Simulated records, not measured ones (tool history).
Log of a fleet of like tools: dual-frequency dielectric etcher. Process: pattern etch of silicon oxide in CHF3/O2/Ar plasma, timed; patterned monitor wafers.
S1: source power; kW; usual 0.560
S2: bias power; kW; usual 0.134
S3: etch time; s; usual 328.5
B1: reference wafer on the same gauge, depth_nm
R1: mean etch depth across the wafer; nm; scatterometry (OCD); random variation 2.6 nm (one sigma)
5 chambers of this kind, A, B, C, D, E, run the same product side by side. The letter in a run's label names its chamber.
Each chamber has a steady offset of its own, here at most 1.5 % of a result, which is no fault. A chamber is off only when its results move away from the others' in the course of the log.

| run | hour | S1 | S2 | S3 | B1 | R1 |
|---|---|---|---|---|---|---|
| 1C | 8.1 | 0.560 | 0.134 | 328.5 | 511.68 | 572.28 |
|  | 10.8 | chamber D: wet clean of the chamber |
| 2D | 17.2 | 0.560 | 0.134 | 328.5 | 512.80 | 573.56 |
| 3A | 23.1 | 0.560 | 0.134 | 328.5 | 511.86 | 569.50 |
| 4E | 30.9 | 0.560 | 0.134 | 328.5 | 512.17 | 574.72 |
| 5B | 37.5 | 0.560 | 0.134 | 328.5 | 511.32 | 574.56 |
| 6C | 44.1 | 0.560 | 0.134 | 328.5 | 512.27 | 573.89 |
| 7D | 51.6 | 0.560 | 0.134 | 328.5 | 512.38 | 570.37 |
| 8A | 58.2 | 0.560 | 0.134 | 328.5 | 511.85 | 574.42 |
| 9E | 65.2 | 0.690 | 0.134 | 419.0 | 512.21 | 795.40 |
| 10B | 70.4 | 0.690 | 0.134 | 419.0 | 512.23 | 796.88 |
| 11E | 74.8 | 0.690 | 0.134 | 419.0 | 511.94 | 789.71 |
| 12B | 79.9 | 0.690 | 0.134 | 419.0 | 512.20 | 795.37 |
| 13C | 86.7 | 0.690 | 0.134 | 419.0 | 512.20 | 789.52 |
| 14D | 92.9 | 0.560 | 0.134 | 328.5 | 511.86 | 568.83 |
| 15A | 99.3 | 0.560 | 0.134 | 328.5 | 511.44 | 568.16 |
| 16E | 108.4 | 0.560 | 0.134 | 328.5 | 512.20 | 569.88 |
| 17A | 112.9 | 0.470 | 0.134 | 384.5 | 512.02 | 615.50 |
| 18D | 119.9 | 0.470 | 0.134 | 384.5 | 512.39 | 625.25 |
| 19C | 127.0 | 0.470 | 0.134 | 384.5 | 511.73 | 623.68 |
|  | 131.4 | chamber E: wet clean of the chamber |
| 20B | 132.2 | 0.470 | 0.134 | 384.5 | 511.67 | 627.56 |
| 21C | 139.5 | 0.470 | 0.134 | 384.5 | 511.45 | 627.34 |
| 22E | 147.1 | 0.560 | 0.134 | 328.5 | 512.05 | 571.86 |
| 23B | 154.3 | 0.560 | 0.134 | 328.5 | 511.96 | 576.64 |
| 24D | 160.6 | 0.560 | 0.134 | 328.5 | 511.69 | 570.65 |
|  | 160.9 | chamber A: wet clean of the chamber |
| 25A | 164.8 | 0.560 | 0.134 | 328.5 | 512.14 | 546.49 |
| 26B | 170.1 | 0.560 | 0.134 | 328.5 | 511.86 | 577.53 |
| 27A | 174.8 | 0.560 | 0.134 | 328.5 | 512.15 | 544.84 |
| 28E | 180.9 | 0.560 | 0.134 | 328.5 | 511.99 | 570.86 |
|  | 185.2 | chamber D: source power generator calibrated |
| 29C | 189.7 | 0.560 | 0.134 | 328.5 | 511.55 | 573.35 |
| 30D | 196.6 | 0.560 | 0.147 | 328.5 | 512.33 | 598.18 |
| 31A | 205.2 | 0.560 | 0.147 | 328.5 | 512.70 | 561.56 |
| 32C | 212.2 | 0.560 | 0.147 | 328.5 | 512.47 | 588.52 |
| 33E | 219.1 | 0.560 | 0.147 | 328.5 | 512.28 | 589.28 |
| 34B | 224.9 | 0.560 | 0.147 | 328.5 | 511.96 | 593.19 |
| 35D | 232.0 | 0.560 | 0.134 | 328.5 | 512.15 | 573.97 |
| 36D | 237.1 | 0.560 | 0.134 | 328.5 | 512.20 | 573.57 |
| 37E | 244.2 | 0.560 | 0.134 | 328.5 | 511.77 | 571.81 |
| 38A | 249.4 | 0.560 | 0.134 | 328.5 | 512.28 | 550.21 |
| 39C | 253.7 | 0.560 | 0.134 | 328.5 | 511.70 | 571.23 |

All 5 chambers run these settings next. Forecast each chamber's results:
| 40A | 260.3 | 0.560 | 0.114 | 328.5 |  | ? |
| 40B | 260.3 | 0.560 | 0.114 | 328.5 |  | ? |
| 40C | 260.3 | 0.560 | 0.114 | 328.5 |  | ? |
| 40D | 260.3 | 0.560 | 0.114 | 328.5 |  | ? |
| 40E | 260.3 | 0.560 | 0.114 | 328.5 |  | ? |

| run | R1 |
|---|---|
| 40A | 522.43 |
| 40B | 548.42 |
| 40C | 541.78 |
| 40D | 543.36 |
| 40E | 545.41 |
